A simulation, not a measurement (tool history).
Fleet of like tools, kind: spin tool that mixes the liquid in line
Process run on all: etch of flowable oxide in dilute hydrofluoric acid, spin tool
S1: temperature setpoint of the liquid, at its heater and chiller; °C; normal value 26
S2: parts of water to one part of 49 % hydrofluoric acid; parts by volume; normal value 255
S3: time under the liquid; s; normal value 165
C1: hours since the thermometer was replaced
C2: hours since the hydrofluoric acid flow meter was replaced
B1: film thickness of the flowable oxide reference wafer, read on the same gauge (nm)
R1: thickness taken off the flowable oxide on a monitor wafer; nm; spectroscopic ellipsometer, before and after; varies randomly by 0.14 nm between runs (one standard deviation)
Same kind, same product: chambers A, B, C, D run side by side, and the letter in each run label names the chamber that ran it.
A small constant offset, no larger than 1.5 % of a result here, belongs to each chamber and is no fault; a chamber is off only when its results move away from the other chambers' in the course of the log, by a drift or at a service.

run 1C hour=6.9 | S1=26 S2=255 S3=165 | C1=1592.6 C2=820.8 | B1=40.033 | R1=18.387
run 2A hour=13 | S1=26 S2=255 S3=165 | C1=25.7 C2=585.1 | B1=39.984 | R1=18.387
run 3B hour=25.2 | S1=26 S2=255 S3=165 | C1=221.4 C2=284.9 | B1=40.018 | R1=18.427
run 4D hour=37.5 | S1=26 S2=255 S3=165 | C1=1264 C2=258.2 | B1=39.994 | R1=18.591
run 5A hour=44.4 | S1=26 S2=255 S3=165 | C1=57.1 C2=616.5 | B1=39.995 | R1=18.653
run 6D hour=56.8 | S1=26 S2=255 S3=165 | C1=1283.3 C2=277.5 | B1=39.985 | R1=18.614
run 7B hour=67.9 | S1=26 S2=255 S3=165 | C1=264.1 C2=327.6 | B1=40.012 | R1=18.386
run 8C hour=74.6 | S1=26 S2=255 S3=165 | C1=1660.3 C2=888.5 | B1=39.97 | R1=18.311
run 9A hour=83.9 | S1=26 S2=255 S3=165 | C1=96.6 C2=656 | B1=40.016 | R1=18.806
run 10C hour=91.2 | S1=26 S2=360 S3=165 | C1=1676.9 C2=905.1 | B1=40.007 | R1=11.927
run 11D hour=104.7 | S1=26 S2=360 S3=165 | C1=1331.2 C2=325.4 | B1=39.996 | R1=11.864
run 12B hour=114.9 | S1=26 S2=360 S3=165 | C1=311.1 C2=374.6 | B1=39.996 | R1=11.897
run 13B hour=124.7 | S1=26 S2=360 S3=165 | C1=320.9 C2=384.4 | B1=39.994 | R1=11.78
run 14D hour=134.1 | S1=26 S2=255 S3=165 | C1=1360.6 C2=354.8 | B1=39.993 | R1=18.54
run 15A hour=142.6 | S1=26 S2=255 S3=165 | C1=155.3 C2=714.7 | B1=39.975 | R1=18.761
run 16C hour=149.1 | S1=26 S2=255 S3=165 | C1=1734.8 C2=963 | B1=40.009 | R1=18.434
run 17C hour=162.1 | S1=26 S2=255 S3=165 | C1=1747.8 C2=976 | B1=40.002 | R1=18.41
run 18B hour=174.9 | S1=26 S2=255 S3=165 | C1=371.1 C2=434.6 | B1=39.992 | R1=18.54
run 19D hour=183.3 | S1=26 S2=255 S3=165 | C1=1409.8 C2=404 | B1=39.98 | R1=18.514
run 20A hour=191.7 | S1=26 S2=255 S3=165 | C1=204.4 C2=763.8 | B1=39.991 | R1=18.069
run 21C hour=203.4 | S1=26 S2=255 S3=165 | C1=1789.1 C2=1017.3 | B1=40.024 | R1=18.498
run 22B hour=209.7 | S1=26 S2=255 S3=165 | C1=405.9 C2=469.4 | B1=39.988 | R1=18.192
run 23D hour=221.1 | S1=26 S2=255 S3=165 | C1=1447.6 C2=441.8 | B1=39.976 | R1=18.51
-- hour=225 chamber C: thermometer replaced
run 24A hour=231.1 | S1=26 S2=255 S3=165 | C1=243.8 C2=803.2 | B1=39.993 | R1=17.462
run 25B hour=239.5 | S1=26 S2=255 S3=165 | C1=435.7 C2=499.2 | B1=40 | R1=18.63
run 26C hour=250.1 | S1=26 S2=255 S3=165 | C1=25.2 C2=1064 | B1=40.001 | R1=18.452
run 27D hour=259.6 | S1=26 S2=255 S3=165 | C1=1486.1 C2=480.3 | B1=40.003 | R1=18.331
run 28A hour=271.5 | S1=26 S2=255 S3=165 | C1=284.2 C2=843.6 | B1=40.016 | R1=17.04
run 29D hour=278.5 | S1=26 S2=255 S3=165 | C1=1505 C2=499.2 | B1=40.002 | R1=18.364
run 30C hour=286.4 | S1=26 S2=255 S3=165 | C1=61.5 C2=1100.3 | B1=39.981 | R1=18.393

All 4 chambers run these settings next. Forecast each chamber's results:
run 31A hour=296.2 | S1=26 S2=255 S3=165 | R1=?
run 31B hour=296.2 | S1=26 S2=255 S3=165 | R1=?
run 31C hour=296.2 | S1=26 S2=255 S3=165 | R1=?
run 31D hour=296.2 | S1=26 S2=255 S3=165 | R1=?

run=31A R1=16.731
run=31B R1=18.622
run=31C R1=18.275
run=31D R1=18.346
